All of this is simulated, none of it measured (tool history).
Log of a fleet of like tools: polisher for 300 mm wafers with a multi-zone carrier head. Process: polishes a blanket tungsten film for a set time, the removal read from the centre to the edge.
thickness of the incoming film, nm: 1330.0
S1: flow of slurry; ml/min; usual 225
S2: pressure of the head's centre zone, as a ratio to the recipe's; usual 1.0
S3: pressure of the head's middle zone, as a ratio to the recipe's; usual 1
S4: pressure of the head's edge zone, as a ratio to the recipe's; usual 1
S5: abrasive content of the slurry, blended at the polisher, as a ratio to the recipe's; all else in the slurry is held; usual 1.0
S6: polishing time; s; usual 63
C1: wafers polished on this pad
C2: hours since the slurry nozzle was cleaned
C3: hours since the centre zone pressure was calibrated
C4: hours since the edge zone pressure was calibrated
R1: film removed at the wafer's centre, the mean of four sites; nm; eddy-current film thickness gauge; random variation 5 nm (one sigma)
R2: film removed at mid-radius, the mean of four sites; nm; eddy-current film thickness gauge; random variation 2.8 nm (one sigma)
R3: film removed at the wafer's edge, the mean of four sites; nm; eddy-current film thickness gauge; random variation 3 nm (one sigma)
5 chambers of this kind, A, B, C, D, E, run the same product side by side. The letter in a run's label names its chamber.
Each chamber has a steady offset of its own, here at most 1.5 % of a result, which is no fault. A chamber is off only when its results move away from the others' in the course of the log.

run,hour,S1,S2,S3,S4,S5,S6,C1,C2,C3,C4,R1,R2,R3
1A,6.1,225,1.0,1,1,1.0,63,800,496.2,25.6,194.0,452.46,428.19,442.93
# hour 11.2: chamber D: worn pad replaced by a new one
2E,12.6,225,1.0,1,1,1.0,63,1199,427.7,895.3,397.3,440.50,441.66,446.28
# hour 12.7: chamber B: centre zone pressure recalibrated
# hour 17.3: chamber A: worn pad replaced by a new one
3D,22.0,225,1.0,1,1,1.0,63,111,56.0,824.9,290.0,438.85,446.35,445.10
# hour 29.3: chamber C: worn pad replaced by a new one
4B,29.7,225,1.0,1,1,1.0,63,754,55.6,17.1,713.1,439.14,446.85,445.58
5C,37.8,225,1.0,1,1,1.0,63,87,210.9,230.2,471.5,449.34,438.79,433.81
# hour 38.8: chamber E: worn pad replaced by a new one
6D,45.3,225,1.0,1,1,1.0,63,350,79.3,848.2,313.3,446.97,445.48,441.19
7C,52.0,225,1.0,1,1,1.0,63,233,225.1,244.4,485.7,429.31,442.56,444.37
8E,60.0,225,1.0,1,1,1.0,63,218,475.1,942.7,444.7,446.31,442.30,438.23
9A,64.7,225,1.0,1,1,1.0,84,486,554.8,84.2,252.6,583.84,583.62,602.62
10B,69.4,225,1.0,1,1,1.0,84,1162,95.3,56.8,752.8,584.20,591.82,598.50
# hour 76.3: chamber C: worn pad replaced by a new one
11E,78.3,225,1.0,1,1,1.0,84,406,493.4,961.0,463.0,598.37,577.61,593.34
# hour 79.5: chamber B: worn pad replaced by a new one
12B,88.4,225,1.0,1,1,1.0,84,92,114.3,75.8,771.8,584.18,600.05,599.25
# hour 93.7: chamber D: worn pad replaced by a new one
# hour 97.2: chamber A: worn pad replaced by a new one
13C,97.8,225,1.0,1,1,1.0,84,221,270.9,290.2,531.5,579.41,580.48,584.92
14D,104.0,270,1.1,1,1,1.0,63,106,138.0,906.9,372.0,493.95,452.73,443.27
15A,109.8,270,1.1,1,1,1.0,63,130,599.9,129.3,297.7,520.36,448.61,448.55
16B,119.9,270,1.1,1,1,1.0,63,415,145.8,107.3,803.3,493.73,454.31,450.90
17C,129.9,270,1.1,1,1,1.0,63,551,303.0,322.3,563.6,472.52,443.29,447.13
# hour 132.1: chamber C: worn pad replaced by a new one
18D,138.7,270,1.1,1,1,1.0,63,462,172.7,941.6,406.7,488.25,443.88,441.43
19E,144.0,225,1.0,1,1,1.0,63,1081,559.1,1026.7,528.7,449.56,439.50,445.94
20A,150.2,225,1.0,1,1,1.0,63,545,640.3,169.7,338.1,451.53,437.02,445.32
21C,157.2,225,1.0,1,1,1.0,63,257,330.3,349.6,590.9,408.96,433.29,440.37
22D,162.3,225,1.0,1,1,1.0,63,705,196.3,965.2,430.3,445.52,437.98,439.45
# hour 163.3: chamber D: worn pad replaced by a new one
# hour 165.4: chamber A: edge zone pressure recalibrated
23A,170.2,225,1.0,1,1,1.0,63,750,660.3,189.7,4.8,455.34,438.53,444.82
# hour 175.3: chamber A: slurry nozzle cleaned
24B,177.1,225,1.0,1,1,0.7,63,1003,203.0,164.5,860.5,403.14,408.82,413.21
# hour 177.3: chamber E: worn pad replaced by a new one
# hour 180.6: chamber C: worn pad replaced by a new one
25E,181.6,225,1.0,1,1,0.7,63,44,596.7,1064.3,566.3,409.92,405.06,407.34
# hour 183.1: chamber B: worn pad replaced by a new one
# hour 186.5: chamber A: worn pad replaced by a new one
# hour 188.7: chamber B: edge zone pressure recalibrated
26A,192.0,225,1.0,1,1,0.7,63,57,16.8,211.5,26.6,414.32,406.86,410.90
# hour 194.3: chamber D: slurry nozzle cleaned
27E,200.4,225,1.0,1,1,0.7,63,237,615.5,1083.1,585.1,405.90,406.59,410.38
28B,206.7,225,1.0,1,1,0.7,63,243,232.6,194.1,18.1,410.70,408.37,407.33
# hour 211.9: chamber C: edge zone pressure recalibrated
29D,214.5,225,1.0,1,1,1.0,63,526,20.3,1017.4,482.5,441.76,439.96,435.02
30C,222.8,225,1.0,1,1,1.0,63,434,395.9,415.2,10.9,394.40,442.41,434.07
31A,231.1,225,1.0,1,1,1.0,63,459,55.9,250.6,65.7,452.66,434.92,444.17
# hour 231.5: chamber C: worn pad replaced by a new one
32D,236.5,225,1.0,1,1,1.0,63,752,42.3,1039.4,504.5,442.98,434.50,434.88
# hour 244.7: chamber C: slurry nozzle cleaned
33C,244.8,225,1.0,1,1,1.0,63,136,0.1,437.2,32.9,397.63,437.25,437.88
34E,252.1,225,1.0,1,1,1.0,63,768,667.2,1134.8,636.8,437.41,437.58,442.55

What goes on in this fleet: one chamber off, a drifting gauge, or nothing beyond the chambers' own small offsets? Name the chamber and the cause, if any.

Chamber C drifts away from the others.
Cause: centre zone's pressure below its setpoint, % = 10.1.

Here are 4 candidates for chamber C's next run, each the usual settings with a change, their results left as question marks. Which one brings its results back in line with what the others give on the usual settings?
In line means no further than this from the other chambers' mean on the usual settings: R1 17.00 nm; R2 9.70 nm; R3 10.00 nm
35C-1,259.6,230,1.09,0.97,0.97,1.0,64,,,,,?,?,?
35C-2,259.6,245,1.17,0.92,0.91,1.0,67,,,,,?,?,?
35C-3,259.6,220,0.91,1.03,1.03,1.0,62,,,,,?,?,?
35C-4,259.6,210,0.83,1.06,1.05,1.0,61,,,,,?,?,?

The other chambers' mean on the usual settings: R1 442.15 nm; R2 439.27 nm; R3 442.84 nm
run,R1,R2,R3
35C-1,443.69,436.38,441.86
35C-2,505.90,438.84,450.52
35C-3,350.12,444.15,439.63
35C-4,308.65,445.91,434.83
35C-1 brings the chamber back in line.
